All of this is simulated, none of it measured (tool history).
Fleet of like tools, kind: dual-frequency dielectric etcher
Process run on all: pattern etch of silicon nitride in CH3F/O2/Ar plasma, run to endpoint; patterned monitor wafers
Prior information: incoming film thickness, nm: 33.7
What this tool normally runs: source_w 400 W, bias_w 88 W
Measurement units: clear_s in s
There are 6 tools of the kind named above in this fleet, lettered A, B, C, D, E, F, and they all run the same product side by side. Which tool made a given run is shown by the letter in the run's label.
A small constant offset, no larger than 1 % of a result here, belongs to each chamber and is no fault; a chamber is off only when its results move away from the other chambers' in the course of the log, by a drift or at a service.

run	day	source_w	bias_w	hours since the last wet clean	hours since the last source power generator calibration	hours since the last bias power generator calibration	clear_s
1B	0.388	400	88	60.3	2897.4	2288.8	45.675
2D	0.767	400	88	135.6	1946.8	1350.7	44.802
3F	1.088	400	88	305.4	1735.5	326.3	45.518
# day 1.225: chamber B: bias power generator calibrated
4C	1.621	400	88	104.1	1685.8	805.2	45.210
5A	1.912	400	88	174.8	2526.7	3632.4	46.009
6E	2.400	400	88	338.6	2859.1	2800.1	45.855
7D	2.900	400	88	186.8	1998.0	1401.9	45.573
8F	3.275	400	88	357.9	1788.0	378.8	45.267
9E	3.762	400	88	371.3	2891.8	2832.8	46.171
10B	4.296	400	88	154.1	2991.2	73.8	45.771
11A	4.708	400	88	241.9	2593.8	3699.5	45.303
12C	5.008	400	88	185.4	1767.1	886.5	45.433
# day 5.338: chamber E: wet clean of the chamber
13A	5.517	400	88	261.3	2613.2	3718.9	45.546
14B	5.950	400	88	193.8	3030.9	113.5	45.853
15E	6.438	400	88	26.4	2956.0	2897.0	46.239
16F	6.879	400	88	444.4	1874.5	465.3	45.206
17D	7.396	400	88	294.7	2105.9	1509.8	45.070
18C	7.779	400	67	251.9	1833.6	953.0	50.142
19A	8.112	400	67	323.6	2675.5	3781.2	50.052
20E	8.388	400	67	73.2	3002.8	2943.8	50.618
# day 8.762: chamber D: wet clean of the chamber
21D	8.929	400	67	4.1	2142.7	1546.6	49.837
# day 9.204: chamber F: source power generator calibrated
22B	9.354	400	67	275.5	3112.6	195.2	50.286
# day 9.800: chamber F: wet clean of the chamber
23C	9.829	400	67	301.1	1882.8	1002.2	50.548
# day 10.079: chamber C: wet clean of the chamber
24F	10.196	400	88	9.6	23.8	544.9	45.327
25C	10.458	400	88	9.1	1897.9	1017.3	44.441
26F	10.971	400	88	28.2	42.4	563.5	45.365
27E	11.358	400	88	144.5	3074.1	3015.1	46.114
28D	11.812	400	88	73.3	2211.9	1615.8	45.450
29A	12.158	400	88	420.7	2772.6	3878.3	45.501
30B	12.612	400	88	353.7	3190.8	273.4	45.595
31D	13.129	400	88	104.9	2243.5	1647.4	45.549
32E	13.592	400	88	198.1	3127.7	3068.7	45.944
33C	13.992	400	88	93.9	1982.7	1102.1	43.700
34B	14.442	400	88	397.6	3234.7	317.3	46.217
# day 14.600: chamber D: bias power generator calibrated
35F	14.858	400	88	121.5	135.7	656.8	45.252
36A	15.388	400	88	498.2	2850.1	3955.8	45.778
# day 15.504: chamber B: wet clean of the chamber
37A	15.842	400	88	509.1	2861.0	3966.7	45.003
38C	16.312	400	88	149.6	2038.4	1157.8	44.293
39E	16.729	400	88	273.4	3203.0	3144.0	46.348
40D	17.233	400	88	203.4	2342.0	63.2	45.020
41F	17.729	400	88	190.4	204.6	725.7	45.230
42B	17.971	400	88	59.2	3319.4	402.0	45.428
43D	18.321	400	88	229.5	2368.1	89.3	44.889

Next, every chamber runs the same settings. What will each give?
44A	18.717	400	88				?
44B	18.717	400	88				?
44C	18.717	400	88				?
44D	18.717	400	88				?
44E	18.717	400	88				?
44F	18.717	400	88				?

run	clear_s
44A	45.338
44B	45.864
44C	44.122
44D	45.072
44E	46.122
44F	45.561
